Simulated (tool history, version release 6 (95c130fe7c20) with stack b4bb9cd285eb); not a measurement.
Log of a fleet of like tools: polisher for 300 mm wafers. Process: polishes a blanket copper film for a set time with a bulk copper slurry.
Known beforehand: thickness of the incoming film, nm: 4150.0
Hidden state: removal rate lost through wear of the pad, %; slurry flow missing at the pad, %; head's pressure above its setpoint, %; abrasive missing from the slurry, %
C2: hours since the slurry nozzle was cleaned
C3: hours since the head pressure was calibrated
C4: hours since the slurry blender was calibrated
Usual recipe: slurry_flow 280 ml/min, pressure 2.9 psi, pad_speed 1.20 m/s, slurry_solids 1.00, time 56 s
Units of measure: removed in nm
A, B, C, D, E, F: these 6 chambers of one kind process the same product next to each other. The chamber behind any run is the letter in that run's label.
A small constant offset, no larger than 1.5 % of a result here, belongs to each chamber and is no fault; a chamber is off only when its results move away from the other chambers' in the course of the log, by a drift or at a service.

{"run": "1F", "hour": 12.9, "slurry_flow": 280, "pressure": 2.9, "pad_speed": 1.2, "slurry_solids": 1.0, "time": 56, "wafers polished on this pad": 929, "C2": 285.9, "C3": 841.1, "C4": 323.4, "removed": 627.77}
{"hour": 20.5, "done": "chamber B: worn pad replaced by a new one"}
{"hour": 27.7, "done": "chamber E: slurry blender recalibrated"}
{"run": "2B", "hour": 28.4, "slurry_flow": 280, "pressure": 2.9, "pad_speed": 1.2, "slurry_solids": 1.0, "time": 56, "wafers polished on this pad": 67, "C2": 383.1, "C3": 136.2, "C4": 256.5, "removed": 629.26}
{"run": "3E", "hour": 38.0, "slurry_flow": 280, "pressure": 2.9, "pad_speed": 1.2, "slurry_solids": 1.0, "time": 56, "wafers polished on this pad": 814, "C2": 494.0, "C3": 495.8, "C4": 10.4, "removed": 628.18}
{"hour": 38.6, "done": "chamber C: worn pad replaced by a new one"}
{"run": "4A", "hour": 45.9, "slurry_flow": 280, "pressure": 2.9, "pad_speed": 1.2, "slurry_solids": 1.0, "time": 56, "wafers polished on this pad": 402, "C2": 201.4, "C3": 61.5, "C4": 154.7, "removed": 634.18}
{"run": "5D", "hour": 54.2, "slurry_flow": 280, "pressure": 2.9, "pad_speed": 1.2, "slurry_solids": 1.0, "time": 56, "wafers polished on this pad": 894, "C2": 610.8, "C3": 282.7, "C4": 164.5, "removed": 637.45}
{"run": "6C", "hour": 63.6, "slurry_flow": 280, "pressure": 2.9, "pad_speed": 1.2, "slurry_solids": 1.0, "time": 56, "wafers polished on this pad": 212, "C2": 75.8, "C3": 407.5, "C4": 150.9, "removed": 621.26}
{"hour": 66.0, "done": "chamber E: worn pad replaced by a new one"}
{"hour": 73.7, "done": "chamber D: worn pad replaced by a new one"}
{"run": "7E", "hour": 74.7, "slurry_flow": 280, "pressure": 2.9, "pad_speed": 1.2, "slurry_solids": 1.0, "time": 56, "wafers polished on this pad": 74, "C2": 530.7, "C3": 532.5, "C4": 47.1, "removed": 634.31}
{"hour": 79.6, "done": "chamber F: worn pad replaced by a new one"}
{"run": "8F", "hour": 88.4, "slurry_flow": 280, "pressure": 2.9, "pad_speed": 1.2, "slurry_solids": 1.0, "time": 56, "wafers polished on this pad": 74, "C2": 361.4, "C3": 916.6, "C4": 398.9, "removed": 634.85}
{"run": "9C", "hour": 100.2, "slurry_flow": 280, "pressure": 2.9, "pad_speed": 1.2, "slurry_solids": 0.75, "time": 70, "wafers polished on this pad": 523, "C2": 112.4, "C3": 444.1, "C4": 187.5, "removed": 726.62}
{"run": "10A", "hour": 111.5, "slurry_flow": 280, "pressure": 2.9, "pad_speed": 1.2, "slurry_solids": 0.75, "time": 70, "wafers polished on this pad": 959, "C2": 267.0, "C3": 127.1, "C4": 220.3, "removed": 737.27}
{"hour": 112.4, "done": "chamber B: worn pad replaced by a new one"}
{"hour": 117.4, "done": "chamber C: worn pad replaced by a new one"}
{"hour": 118.4, "done": "chamber C: slurry blender recalibrated"}
{"run": "11B", "hour": 123.2, "slurry_flow": 280, "pressure": 2.9, "pad_speed": 1.2, "slurry_solids": 0.75, "time": 70, "wafers polished on this pad": 92, "C2": 477.9, "C3": 231.0, "C4": 351.3, "removed": 738.22}
{"run": "12D", "hour": 135.9, "slurry_flow": 280, "pressure": 2.9, "pad_speed": 1.2, "slurry_solids": 0.75, "time": 70, "wafers polished on this pad": 528, "C2": 692.5, "C3": 364.4, "C4": 246.2, "removed": 754.73}
{"hour": 136.5, "done": "chamber F: slurry blender recalibrated"}
{"hour": 149.2, "done": "chamber A: worn pad replaced by a new one"}
{"hour": 150.1, "done": "chamber A: slurry nozzle cleaned"}
{"run": "13E", "hour": 151.5, "slurry_flow": 280, "pressure": 2.9, "pad_speed": 1.2, "slurry_solids": 0.75, "time": 70, "wafers polished on this pad": 726, "C2": 607.5, "C3": 609.3, "C4": 123.9, "removed": 734.09}
{"hour": 159.3, "done": "chamber B: slurry blender recalibrated"}
{"run": "14B", "hour": 159.5, "slurry_flow": 280, "pressure": 2.9, "pad_speed": 1.2, "slurry_solids": 0.75, "time": 70, "wafers polished on this pad": 400, "C2": 514.2, "C3": 267.3, "C4": 0.2, "removed": 746.88}
{"run": "15F", "hour": 169.6, "slurry_flow": 280, "pressure": 2.9, "pad_speed": 1.2, "slurry_solids": 1.0, "time": 56, "wafers polished on this pad": 764, "C2": 442.6, "C3": 997.8, "C4": 33.2, "removed": 624.09}
{"hour": 171.6, "done": "chamber E: worn pad replaced by a new one"}
{"run": "16D", "hour": 179.0, "slurry_flow": 280, "pressure": 2.9, "pad_speed": 1.2, "slurry_solids": 1.0, "time": 56, "wafers polished on this pad": 894, "C2": 735.6, "C3": 407.5, "C4": 289.3, "removed": 636.31}
{"run": "17C", "hour": 188.0, "slurry_flow": 205, "pressure": 2.9, "pad_speed": 1.2, "slurry_solids": 1.0, "time": 56, "wafers polished on this pad": 599, "C2": 200.2, "C3": 531.9, "C4": 69.6, "removed": 594.65}
{"hour": 193.6, "done": "chamber F: head pressure recalibrated"}
{"run": "18A", "hour": 201.5, "slurry_flow": 205, "pressure": 2.9, "pad_speed": 1.2, "slurry_solids": 1.0, "time": 56, "wafers polished on this pad": 444, "C2": 51.4, "C3": 217.1, "C4": 310.3, "removed": 609.91}
{"hour": 201.7, "done": "chamber C: worn pad replaced by a new one"}
{"hour": 214.2, "done": "chamber C: head pressure recalibrated"}
{"run": "19D", "hour": 216.7, "slurry_flow": 205, "pressure": 2.9, "pad_speed": 1.2, "slurry_solids": 1.0, "time": 56, "wafers polished on this pad": 1214, "C2": 773.3, "C3": 445.2, "C4": 327.0, "removed": 620.25}
{"hour": 219.6, "done": "chamber D: worn pad replaced by a new one"}
{"hour": 223.6, "done": "chamber B: worn pad replaced by a new one"}
{"hour": 229.0, "done": "chamber E: slurry blender recalibrated"}
{"run": "20F", "hour": 231.2, "slurry_flow": 205, "pressure": 2.9, "pad_speed": 1.2, "slurry_solids": 1.0, "time": 56, "wafers polished on this pad": 1287, "C2": 504.2, "C3": 37.6, "C4": 94.8, "removed": 596.74}
{"run": "21A", "hour": 238.6, "slurry_flow": 205, "pressure": 2.9, "pad_speed": 1.2, "slurry_solids": 1.0, "time": 56, "wafers polished on this pad": 759, "C2": 88.5, "C3": 254.2, "C4": 347.4, "removed": 611.65}
{"hour": 246.9, "done": "chamber F: worn pad replaced by a new one"}
{"run": "22B", "hour": 249.6, "slurry_flow": 205, "pressure": 2.9, "pad_speed": 1.2, "slurry_solids": 1.0, "time": 56, "wafers polished on this pad": 220, "C2": 604.3, "C3": 357.4, "C4": 90.3, "removed": 604.96}
{"hour": 256.7, "done": "chamber D: slurry nozzle cleaned"}
{"run": "23E", "hour": 258.5, "slurry_flow": 280, "pressure": 2.9, "pad_speed": 0.86, "slurry_solids": 1.0, "time": 70, "wafers polished on this pad": 738, "C2": 714.5, "C3": 716.3, "C4": 29.5, "removed": 562.71}
{"hour": 259.4, "done": "chamber A: slurry blender recalibrated"}
{"hour": 269.8, "done": "chamber D: slurry blender recalibrated"}
{"run": "24C", "hour": 271.0, "slurry_flow": 280, "pressure": 2.9, "pad_speed": 0.86, "slurry_solids": 1.0, "time": 70, "wafers polished on this pad": 588, "C2": 283.2, "C3": 56.8, "C4": 152.6, "removed": 560.76}
{"hour": 281.7, "done": "chamber E: worn pad replaced by a new one"}
{"run": "25D", "hour": 286.7, "slurry_flow": 280, "pressure": 2.9, "pad_speed": 0.86, "slurry_solids": 1.0, "time": 70, "wafers polished on this pad": 569, "C2": 30.0, "C3": 515.2, "C4": 16.9, "removed": 579.97}
{"run": "26E", "hour": 295.1, "slurry_flow": 280, "pressure": 2.9, "pad_speed": 0.86, "slurry_solids": 1.0, "time": 70, "wafers polished on this pad": 114, "C2": 751.1, "C3": 752.9, "C4": 66.1, "removed": 565.78}
{"hour": 299.1, "done": "chamber C: worn pad replaced by a new one"}
{"run": "27C", "hour": 306.0, "slurry_flow": 280, "pressure": 2.9, "pad_speed": 0.86, "slurry_solids": 1.0, "time": 70, "wafers polished on this pad": 59, "C2": 318.2, "C3": 91.8, "C4": 187.6, "removed": 554.67}
{"hour": 312.7, "done": "chamber C: slurry blender recalibrated"}
{"run": "28B", "hour": 316.2, "slurry_flow": 280, "pressure": 2.9, "pad_speed": 0.86, "slurry_solids": 1.0, "time": 70, "wafers polished on this pad": 786, "C2": 670.9, "C3": 424.0, "C4": 156.9, "removed": 556.96}
{"run": "29F", "hour": 324.7, "slurry_flow": 280, "pressure": 2.9, "pad_speed": 1.2, "slurry_solids": 1.0, "time": 56, "wafers polished on this pad": 660, "C2": 597.7, "C3": 131.1, "C4": 188.3, "removed": 610.22}
{"hour": 327.0, "done": "chamber B: worn pad replaced by a new one"}
{"hour": 328.7, "done": "chamber B: slurry nozzle cleaned"}
{"hour": 339.6, "done": "chamber A: worn pad replaced by a new one"}
{"run": "30A", "hour": 340.3, "slurry_flow": 280, "pressure": 2.9, "pad_speed": 1.2, "slurry_solids": 1.0, "time": 56, "wafers polished on this pad": 6, "C2": 190.2, "C3": 355.9, "C4": 81.0, "removed": 634.78}
{"hour": 346.3, "done": "chamber D: worn pad replaced by a new one"}
{"run": "31A", "hour": 347.8, "slurry_flow": 280, "pressure": 2.9, "pad_speed": 1.2, "slurry_solids": 1.0, "time": 45, "wafers polished on this pad": 70, "C2": 197.7, "C3": 363.4, "C4": 88.5, "removed": 510.06}
{"run": "32D", "hour": 357.9, "slurry_flow": 280, "pressure": 2.9, "pad_speed": 1.2, "slurry_solids": 1.0, "time": 45, "wafers polished on this pad": 98, "C2": 101.2, "C3": 586.4, "C4": 88.1, "removed": 511.05}
{"run": "33E", "hour": 367.3, "slurry_flow": 280, "pressure": 2.9, "pad_speed": 1.2, "slurry_solids": 1.0, "time": 45, "wafers polished on this pad": 727, "C2": 823.3, "C3": 825.1, "C4": 138.3, "removed": 508.42}
{"run": "34C", "hour": 379.9, "slurry_flow": 280, "pressure": 2.9, "pad_speed": 1.2, "slurry_solids": 1.0, "time": 45, "wafers polished on this pad": 686, "C2": 392.1, "C3": 165.7, "C4": 67.3, "removed": 496.81}
{"hour": 394.3, "done": "chamber E: worn pad replaced by a new one"}
{"run": "35B", "hour": 394.9, "slurry_flow": 280, "pressure": 2.9, "pad_speed": 1.2, "slurry_solids": 1.0, "time": 45, "wafers polished on this pad": 576, "C2": 66.2, "C3": 502.7, "C4": 235.6, "removed": 500.28}
{"hour": 396.5, "done": "chamber A: head pressure recalibrated"}
{"run": "36F", "hour": 405.3, "slurry_flow": 280, "pressure": 2.9, "pad_speed": 1.2, "slurry_solids": 1.0, "time": 45, "wafers polished on this pad": 1345, "C2": 678.3, "C3": 211.7, "C4": 268.9, "removed": 476.9}
{"run": "37A", "hour": 414.0, "slurry_flow": 280, "pressure": 2.9, "pad_speed": 1.2, "slurry_solids": 1.0, "time": 56, "wafers polished on this pad": 632, "C2": 263.9, "C3": 17.6, "C4": 154.7, "removed": 634.72}
{"hour": 424.3, "done": "chamber E: slurry blender recalibrated"}
{"run": "38E", "hour": 429.9, "slurry_flow": 280, "pressure": 2.9, "pad_speed": 1.2, "slurry_solids": 1.0, "time": 56, "wafers polished on this pad": 302, "C2": 885.9, "C3": 887.7, "C4": 5.6, "removed": 636.83}
{"run": "39D", "hour": 444.2, "slurry_flow": 280, "pressure": 2.9, "pad_speed": 1.2, "slurry_solids": 1.0, "time": 56, "wafers polished on this pad": 831, "C2": 187.5, "C3": 672.7, "C4": 174.4, "removed": 632.2}

Next, all 6 chambers run the settings below, one line each with question marks for the results. What does each chamber give?
{"run": "40A", "hour": 455.6, "slurry_flow": 280, "pressure": 3.2, "pad_speed": 1.2, "slurry_solids": 1.0, "time": 56, "removed": "?"}
{"run": "40B", "hour": 455.6, "slurry_flow": 280, "pressure": 3.2, "pad_speed": 1.2, "slurry_solids": 1.0, "time": 56, "removed": "?"}
{"run": "40C", "hour": 455.6, "slurry_flow": 280, "pressure": 3.2, "pad_speed": 1.2, "slurry_solids": 1.0, "time": 56, "removed": "?"}
{"run": "40D", "hour": 455.6, "slurry_flow": 280, "pressure": 3.2, "pad_speed": 1.2, "slurry_solids": 1.0, "time": 56, "removed": "?"}
{"run": "40E", "hour": 455.6, "slurry_flow": 280, "pressure": 3.2, "pad_speed": 1.2, "slurry_solids": 1.0, "time": 56, "removed": "?"}
{"run": "40F", "hour": 455.6, "slurry_flow": 280, "pressure": 3.2, "pad_speed": 1.2, "slurry_solids": 1.0, "time": 56, "removed": "?"}

run=40A removed=692.99
run=40B removed=696.96
run=40C removed=668.21
run=40D removed=704.36
run=40E removed=690.73
run=40F removed=658.59
